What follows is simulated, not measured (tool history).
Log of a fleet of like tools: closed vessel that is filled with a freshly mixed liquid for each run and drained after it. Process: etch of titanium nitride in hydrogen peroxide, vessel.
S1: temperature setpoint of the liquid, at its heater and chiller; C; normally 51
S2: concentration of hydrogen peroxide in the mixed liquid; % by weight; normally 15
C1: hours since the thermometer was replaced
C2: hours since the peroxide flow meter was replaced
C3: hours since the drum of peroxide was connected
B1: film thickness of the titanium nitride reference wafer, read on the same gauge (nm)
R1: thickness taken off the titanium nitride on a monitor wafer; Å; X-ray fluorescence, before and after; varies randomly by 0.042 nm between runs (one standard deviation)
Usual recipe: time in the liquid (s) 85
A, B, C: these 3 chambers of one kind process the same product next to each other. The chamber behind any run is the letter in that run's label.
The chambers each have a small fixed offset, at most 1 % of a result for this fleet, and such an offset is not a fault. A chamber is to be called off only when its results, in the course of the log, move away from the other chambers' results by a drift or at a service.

{"run": "1A", "hour": 6.5, "S1": 51, "S2": 15, "time in the liquid (s)": 85, "C1": 643.1, "C2": 30.1, "C3": 188.9, "B1": 120.01, "R1": 44.568}
{"run": "2C", "hour": 12.0, "S1": 51, "S2": 15, "time in the liquid (s)": 85, "C1": 101.1, "C2": 834.8, "C3": 1193.4, "B1": 120.01, "R1": 44.737}
{"run": "3B", "hour": 20.3, "S1": 51, "S2": 15, "time in the liquid (s)": 85, "C1": 791.6, "C2": 206.1, "C3": 801.4, "B1": 119.98, "R1": 45.242}
{"run": "4A", "hour": 26.9, "S1": 51, "S2": 15, "time in the liquid (s)": 85, "C1": 663.5, "C2": 50.5, "C3": 209.3, "B1": 120.0, "R1": 44.477}
{"run": "5C", "hour": 35.1, "S1": 51, "S2": 15, "time in the liquid (s)": 85, "C1": 124.2, "C2": 857.9, "C3": 1216.5, "B1": 120.04, "R1": 43.967}
{"run": "6B", "hour": 42.8, "S1": 51, "S2": 15, "time in the liquid (s)": 85, "C1": 814.1, "C2": 228.6, "C3": 823.9, "B1": 120.02, "R1": 44.969}
{"run": "7C", "hour": 46.8, "S1": 51, "S2": 15, "time in the liquid (s)": 125, "C1": 135.9, "C2": 869.6, "C3": 1228.2, "B1": 119.98, "R1": 65.042}
{"run": "8B", "hour": 52.8, "S1": 51, "S2": 15, "time in the liquid (s)": 125, "C1": 824.1, "C2": 238.6, "C3": 833.9, "B1": 119.99, "R1": 65.853}
{"run": "9A", "hour": 59.7, "S1": 51, "S2": 15, "time in the liquid (s)": 125, "C1": 696.3, "C2": 83.3, "C3": 242.1, "B1": 120.01, "R1": 66.17}
{"run": "10A", "hour": 64.1, "S1": 51, "S2": 15, "time in the liquid (s)": 85, "C1": 700.7, "C2": 87.7, "C3": 246.5, "B1": 120.02, "R1": 45.039}
{"run": "11C", "hour": 71.8, "S1": 51, "S2": 15, "time in the liquid (s)": 85, "C1": 160.9, "C2": 894.6, "C3": 1253.2, "B1": 120.01, "R1": 44.92}
{"run": "12B", "hour": 77.4, "S1": 51, "S2": 12, "time in the liquid (s)": 85, "C1": 848.7, "C2": 263.2, "C3": 858.5, "B1": 119.98, "R1": 42.563}
{"run": "13C", "hour": 82.9, "S1": 51, "S2": 12, "time in the liquid (s)": 85, "C1": 172.0, "C2": 905.7, "C3": 1264.3, "B1": 120.0, "R1": 42.27}
{"run": "14A", "hour": 90.8, "S1": 51, "S2": 12, "time in the liquid (s)": 85, "C1": 727.4, "C2": 114.4, "C3": 273.2, "B1": 120.02, "R1": 42.697}
{"run": "15B", "hour": 95.2, "S1": 51, "S2": 15, "time in the liquid (s)": 85, "C1": 866.5, "C2": 281.0, "C3": 876.3, "B1": 120.0, "R1": 44.233}
{"run": "16B", "hour": 101.9, "S1": 51, "S2": 15, "time in the liquid (s)": 85, "C1": 873.2, "C2": 287.7, "C3": 883.0, "B1": 119.98, "R1": 43.614}
{"run": "17C", "hour": 106.7, "S1": 51, "S2": 18, "time in the liquid (s)": 85, "C1": 195.8, "C2": 929.5, "C3": 1288.1, "B1": 120.02, "R1": 46.557}
{"run": "18A", "hour": 112.2, "S1": 51, "S2": 18, "time in the liquid (s)": 85, "C1": 748.8, "C2": 135.8, "C3": 294.6, "B1": 119.97, "R1": 46.163}
{"run": "19B", "hour": 118.5, "S1": 51, "S2": 18, "time in the liquid (s)": 85, "C1": 889.8, "C2": 304.3, "C3": 899.6, "B1": 120.02, "R1": 45.709}
{"run": "20A", "hour": 125.0, "S1": 51, "S2": 15, "time in the liquid (s)": 85, "C1": 761.6, "C2": 148.6, "C3": 307.4, "B1": 120.01, "R1": 44.655}
{"run": "21C", "hour": 129.2, "S1": 51, "S2": 15, "time in the liquid (s)": 85, "C1": 218.3, "C2": 952.0, "C3": 1310.6, "B1": 120.01, "R1": 44.061}
{"run": "22C", "hour": 135.2, "S1": 51, "S2": 15, "time in the liquid (s)": 85, "C1": 224.3, "C2": 958.0, "C3": 1316.6, "B1": 119.99, "R1": 45.444}
{"hour": 135.3, "done": "chamber A: new drum of peroxide connected"}
{"run": "23A", "hour": 143.1, "S1": 51, "S2": 15, "time in the liquid (s)": 85, "C1": 779.7, "C2": 166.7, "C3": 7.9, "B1": 119.99, "R1": 44.613}
{"run": "24B", "hour": 149.5, "S1": 51, "S2": 15, "time in the liquid (s)": 85, "C1": 920.8, "C2": 335.3, "C3": 930.6, "B1": 120.0, "R1": 42.633}
{"run": "25C", "hour": 155.8, "S1": 51, "S2": 13, "time in the liquid (s)": 65, "C1": 244.9, "C2": 978.6, "C3": 1337.2, "B1": 120.02, "R1": 32.899}
{"hour": 161.0, "done": "chamber B: new drum of peroxide connected"}
{"run": "26B", "hour": 162.4, "S1": 51, "S2": 13, "time in the liquid (s)": 65, "C1": 933.7, "C2": 348.2, "C3": 1.5, "B1": 120.04, "R1": 31.729}
{"run": "27A", "hour": 166.9, "S1": 51, "S2": 13, "time in the liquid (s)": 65, "C1": 803.5, "C2": 190.5, "C3": 31.7, "B1": 119.99, "R1": 33.252}
{"run": "28A", "hour": 172.9, "S1": 51, "S2": 15, "time in the liquid (s)": 85, "C1": 809.5, "C2": 196.5, "C3": 37.7, "B1": 120.02, "R1": 44.399}
{"run": "29C", "hour": 178.4, "S1": 51, "S2": 15, "time in the liquid (s)": 85, "C1": 267.5, "C2": 1001.2, "C3": 1359.8, "B1": 120.0, "R1": 44.565}
{"run": "30B", "hour": 186.2, "S1": 51, "S2": 15, "time in the liquid (s)": 85, "C1": 957.5, "C2": 372.0, "C3": 25.3, "B1": 119.98, "R1": 42.82}
{"run": "31C", "hour": 193.9, "S1": 51, "S2": 15, "time in the liquid (s)": 85, "C1": 283.0, "C2": 1016.7, "C3": 1375.3, "B1": 119.97, "R1": 43.753}
{"run": "32B", "hour": 198.1, "S1": 51, "S2": 15, "time in the liquid (s)": 85, "C1": 969.4, "C2": 383.9, "C3": 37.2, "B1": 119.99, "R1": 41.915}
{"run": "33A", "hour": 205.5, "S1": 51, "S2": 15, "time in the liquid (s)": 85, "C1": 842.1, "C2": 229.1, "C3": 70.3, "B1": 119.99, "R1": 44.658}
{"hour": 207.3, "done": "chamber C: new drum of peroxide connected"}
{"run": "34A", "hour": 210.5, "S1": 51, "S2": 15, "time in the liquid (s)": 85, "C1": 847.1, "C2": 234.1, "C3": 75.3, "B1": 119.99, "R1": 44.747}
{"run": "35C", "hour": 217.0, "S1": 51, "S2": 15, "time in the liquid (s)": 85, "C1": 306.1, "C2": 1039.8, "C3": 9.7, "B1": 120.02, "R1": 45.537}
{"hour": 217.6, "done": "chamber A: thermometer replaced"}
{"run": "36B", "hour": 222.7, "S1": 51, "S2": 15, "time in the liquid (s)": 85, "C1": 994.0, "C2": 408.5, "C3": 61.8, "B1": 120.03, "R1": 41.611}
{"run": "37B", "hour": 230.1, "S1": 51, "S2": 15, "time in the liquid (s)": 85, "C1": 1001.4, "C2": 415.9, "C3": 69.2, "B1": 119.97, "R1": 41.613}
{"run": "38A", "hour": 238.4, "S1": 51, "S2": 15, "time in the liquid (s)": 85, "C1": 20.9, "C2": 262.0, "C3": 103.2, "B1": 120.03, "R1": 44.508}

Each of the 3 chambers runs these same settings next. Fill in every chamber's results:
{"run": "39A", "hour": 244.5, "S1": 51, "S2": 15, "time in the liquid (s)": 85, "R1": "?"}
{"run": "39B", "hour": 244.5, "S1": 51, "S2": 15, "time in the liquid (s)": 85, "R1": "?"}
{"run": "39C", "hour": 244.5, "S1": 51, "S2": 15, "time in the liquid (s)": 85, "R1": "?"}

run=39A R1=44.414
run=39B R1=41.478
run=39C R1=44.813
